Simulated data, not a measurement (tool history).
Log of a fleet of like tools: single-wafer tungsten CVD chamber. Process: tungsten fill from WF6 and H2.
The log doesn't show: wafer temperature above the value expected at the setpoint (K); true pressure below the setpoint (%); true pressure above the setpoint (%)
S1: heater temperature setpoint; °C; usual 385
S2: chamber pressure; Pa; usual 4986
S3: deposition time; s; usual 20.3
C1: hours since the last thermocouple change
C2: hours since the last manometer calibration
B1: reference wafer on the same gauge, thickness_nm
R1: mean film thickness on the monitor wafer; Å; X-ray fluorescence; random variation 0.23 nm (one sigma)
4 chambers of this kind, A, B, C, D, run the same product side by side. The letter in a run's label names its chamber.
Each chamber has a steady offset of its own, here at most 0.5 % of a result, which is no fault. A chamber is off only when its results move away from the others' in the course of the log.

run,day,S1,S2,S3,C1,C2,B1,R1
1D,0.275,385,4986,20.3,346.3,598.8,42.953,489.88
2B,0.592,385,4986,20.3,1050.6,1080.0,42.916,489.92
3C,0.808,385,4986,20.3,263.5,409.7,42.954,490.17
4A,1.050,385,4986,20.3,1552.1,1417.9,42.948,490.21
5D,1.283,385,4986,20.3,370.5,623.0,42.929,492.45
6C,1.512,385,4986,20.3,280.4,426.6,42.879,494.81
7A,1.808,385,5959,20.3,1570.3,1436.1,42.907,534.88
8B,2.146,385,5959,20.3,1087.9,1117.3,42.907,532.79
9C,2.517,385,5959,20.3,304.5,450.7,42.947,537.23
10D,2.738,385,5959,20.3,405.4,657.9,42.941,532.08
11A,3.208,385,4986,20.3,1603.9,1469.7,42.866,488.63
12B,3.688,385,4986,20.3,1124.9,1154.3,42.915,487.29
13D,3.946,385,4986,20.3,434.4,686.9,42.846,492.53
14C,4.338,385,4986,20.3,348.2,494.4,42.882,498.47
15B,4.575,385,4986,20.3,1146.2,1175.6,42.841,491.45
16A,4.838,385,4986,20.3,1643.0,1508.8,42.938,491.28
17D,5.079,385,4986,20.3,461.6,714.1,42.896,489.30
18C,5.325,394,5586,20.3,371.9,518.1,42.898,617.14
19A,5.600,394,5586,20.3,1661.3,1527.1,42.864,621.57
20B,5.967,394,5586,20.3,1179.6,1209.0,42.861,618.02
21A,6.217,394,5586,20.3,1676.1,1541.9,42.865,613.07
22C,6.675,385,4986,20.3,404.3,550.5,42.936,490.94
23D,7.104,385,4986,20.3,510.2,762.7,42.912,487.65
24B,7.388,385,4986,20.3,1213.7,1243.1,42.861,489.60
25D,7.842,385,4986,20.3,527.9,780.4,42.866,486.21
# day 8.112: chamber B: capacitance manometer re-zeroed and calibrated
26B,8.325,385,4200,17.3,1236.2,5.1,42.918,383.58
# day 8.750: chamber B: thermocouple changed; heater temperature recalibrated
27C,8.762,385,4200,17.3,454.4,600.6,42.900,388.06
28A,9.196,385,4200,17.3,1747.6,1613.4,42.920,389.60
29D,9.412,385,4200,17.3,565.6,818.1,42.887,386.94
30C,9.800,385,4986,20.3,479.3,625.5,42.892,494.79
31A,10.083,385,4986,20.3,1768.9,1634.7,42.871,493.13
32B,10.325,378,4986,20.3,37.9,53.1,42.854,439.02
33A,10.704,378,4986,20.3,1783.8,1649.6,42.867,425.14
34B,11.092,378,4986,20.3,56.3,71.5,42.908,438.17
35C,11.492,378,4986,20.3,519.9,666.1,42.904,425.65
36D,11.896,385,4986,20.3,625.2,877.7,42.890,489.96
37D,12.104,385,4986,20.3,630.2,882.7,42.923,487.57
38B,12.375,396,4986,17.9,87.1,102.3,42.892,552.10
39A,12.850,396,4986,17.9,1835.3,1701.1,42.900,539.93
40C,13.308,396,4986,17.9,563.5,709.7,42.910,536.46
41D,13.671,396,4986,17.9,667.8,920.3,42.911,537.93
42A,14.146,385,4986,20.3,1866.4,1732.2,42.900,491.15

What goes on in this fleet: one chamber off, a drifting gauge, or nothing beyond the chambers' own small offsets? Name the chamber and the cause, if any.

A service left chamber B off against the others.
Cause: wafer temperature above the value expected at the setpoint (K) = 1.59.

Here are 4 candidates for chamber B's next run, each the usual settings with a change, their results left as question marks. Which one brings its results back in line with what the others give on the usual settings?
In line means no further than this from the other chambers' mean on the usual settings: R1 8.10 Å
43B-1,14.488,383,4933,20.0,,,,?
43B-2,14.488,385,4986,20.8,,,,?
43B-3,14.488,385,4986,21.4,,,,?
43B-4,14.488,384,4960,20.1,,,,?

The other chambers' mean on the usual settings: R1 490.96 Å
run,R1
43B-1,473.79
43B-2,515.33
43B-3,530.26
43B-4,486.94
43B-4 brings the chamber back in line.
